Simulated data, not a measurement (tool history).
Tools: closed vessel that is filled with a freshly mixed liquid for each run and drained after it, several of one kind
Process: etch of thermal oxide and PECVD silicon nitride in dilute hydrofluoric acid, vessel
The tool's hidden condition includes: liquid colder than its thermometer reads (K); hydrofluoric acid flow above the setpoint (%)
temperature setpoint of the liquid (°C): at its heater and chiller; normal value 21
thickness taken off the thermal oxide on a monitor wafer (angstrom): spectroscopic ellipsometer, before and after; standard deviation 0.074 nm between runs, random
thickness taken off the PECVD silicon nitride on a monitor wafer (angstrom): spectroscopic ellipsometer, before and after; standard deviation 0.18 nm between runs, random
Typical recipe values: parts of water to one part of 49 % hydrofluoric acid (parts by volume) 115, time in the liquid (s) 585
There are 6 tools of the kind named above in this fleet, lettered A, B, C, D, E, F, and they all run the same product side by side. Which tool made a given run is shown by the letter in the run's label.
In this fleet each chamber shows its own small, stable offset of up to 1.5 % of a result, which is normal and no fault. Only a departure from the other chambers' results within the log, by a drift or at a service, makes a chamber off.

run,hour,temperature setpoint of the liquid (°C),parts of water to one part of 49 % hydrofluoric acid (parts by volume),time in the liquid (s),hours since the thermometer was replaced,hours since the hydrofluoric acid flow meter was replaced,"read-back film thickness of the thermal oxide reference wafer, read on the same gauge (nm)","read-back film thickness of the PECVD silicon nitride reference wafer, read on the same gauge (nm)",thickness taken off the thermal oxide on a monitor wafer (angstrom),thickness taken off the PECVD silicon nitride on a monitor wafer (angstrom)
1A,5.7,21,115,585,1335.2,447.6,90.000,100.020,208.32,183.81
2F,8.9,21,115,585,1071.3,98.1,89.983,99.990,210.11,179.13
3D,14.1,21,115,585,1291.8,1418.3,90.012,100.000,209.02,176.93
4C,18.1,21,115,585,1315.7,1040.5,89.992,99.992,209.80,181.48
5E,23.8,21,115,585,952.8,379.4,90.003,99.979,206.75,182.95
6B,29.0,21,115,585,1131.5,324.4,89.989,99.978,206.87,182.05
7A,35.1,21,115,585,1364.6,477.0,89.996,99.993,208.93,182.13
8D,41.0,21,115,585,1318.7,1445.2,90.000,100.030,208.49,181.42
9F,47.2,21,115,585,1109.6,136.4,89.988,99.990,209.75,180.34
10C,51.6,21,115,585,1349.2,1074.0,90.017,100.030,209.59,182.86
11E,57.9,21,115,585,986.9,413.5,90.000,99.983,207.28,181.24
# hour 59.7: chamber C: thermometer replaced
12B,60.9,21,115,585,1163.4,356.3,89.985,100.010,206.83,182.07
13F,66.7,21,115,465,1129.1,155.9,89.998,99.985,167.38,144.59
14D,71.2,21,115,465,1348.9,1475.4,90.006,99.973,165.92,142.10
15A,74.7,21,115,465,1404.2,516.6,89.991,100.060,164.91,141.29
16C,80.4,21,115,465,20.7,1102.8,90.002,100.000,165.96,145.55
17B,84.3,21,115,465,1186.8,379.7,90.029,99.954,164.63,142.13
18E,87.4,21,115,465,1016.4,443.0,90.007,100.020,164.26,144.09
19E,91.3,21,115,585,1020.3,446.9,90.000,99.975,206.69,181.25
20D,95.1,26,115,470,1372.8,1499.3,90.009,100.020,202.29,200.99
21C,99.3,26,115,470,39.6,1121.7,90.000,100.020,203.45,202.29
22F,104.3,26,115,470,1166.7,193.5,89.983,99.973,205.04,205.16
23A,110.6,26,115,470,1440.1,552.5,90.009,99.959,204.41,208.75
24B,114.3,26,115,470,1216.8,409.7,90.004,99.998,204.44,201.70
25A,117.5,26,115,470,1447.0,559.4,90.024,99.981,206.14,203.93
26B,123.2,21,115,585,1225.7,418.6,90.002,99.966,209.04,179.73
27C,127.5,21,115,585,67.8,1149.9,90.022,100.020,208.28,181.13
28F,131.8,21,115,585,1194.2,221.0,89.979,100.020,209.08,183.77
29D,136.6,21,115,585,1414.3,1540.8,90.012,100.020,207.72,178.21
30E,140.6,21,115,585,1069.6,496.2,90.004,100.000,205.35,182.46
31A,146.6,21,115,585,1476.1,588.5,90.007,99.956,209.26,181.65
32E,152.4,21,115,585,1081.4,508.0,90.007,99.975,205.96,181.56
33D,157.5,21,115,585,1435.2,1561.7,90.012,100.010,208.14,179.93
34B,163.7,21,115,585,1266.2,459.1,90.000,99.972,207.32,181.20
35F,169.0,21,70,585,1231.4,258.2,90.015,100.010,362.60,294.67
36C,175.2,21,70,585,115.5,1197.6,90.011,99.989,358.60,286.89
37D,179.4,21,70,585,1457.1,1583.6,89.979,100.020,356.19,285.19
38C,184.7,21,70,585,125.0,1207.1,89.978,100.000,357.17,294.70
39F,190.9,21,70,585,1253.3,280.1,89.977,99.982,358.62,290.32
40B,194.9,21,70,585,1297.4,490.3,90.007,99.964,358.64,292.06
41A,198.4,21,115,585,1527.9,640.3,90.003,99.982,211.42,183.53
42E,205.1,21,115,585,1134.1,560.7,90.026,100.020,205.97,180.67
43F,211.0,21,115,585,1273.4,300.2,89.999,100.020,209.85,181.50

Is one chamber out of step, is the gauge drifting, or do the chambers differ by no more than their own small offsets? For an off chamber, give its letter and the likeliest cause.

It is chamber A that slowly wanders off from its peers.
Likeliest cause: hydrofluoric acid flow above the setpoint (%) = 1.85.

Below are 4 candidate recipes for chamber A's next run, each the usual settings with a change, their results shown as question marks. Which of them brings A's results back in line with what the other chambers give on the usual settings?
In line here means within this much of the mean the other chambers give on the usual settings: thickness taken off the thermal oxide on a monitor wafer (angstrom) 2.60; thickness taken off the PECVD silicon nitride on a monitor wafer (angstrom) 6.20
44A-1,216.1,21.5,115,600,,,,,?,?
44A-2,216.1,21.0,115,570,,,,,?,?
44A-3,216.1,21.0,115,600,,,,,?,?
44A-4,216.1,20.5,115,570,,,,,?,?

The mean the other chambers reach with the usual settings: thickness taken off the thermal oxide on a monitor wafer (angstrom) 208.17; thickness taken off the PECVD silicon nitride on a monitor wafer (angstrom) 180.22
run,thickness taken off the thermal oxide on a monitor wafer (angstrom),thickness taken off the PECVD silicon nitride on a monitor wafer (angstrom)
44A-1,222.32,195.17
44A-2,207.00,179.30
44A-3,217.89,188.74
44A-4,202.85,173.37
44A-2 brings the chamber back in line.
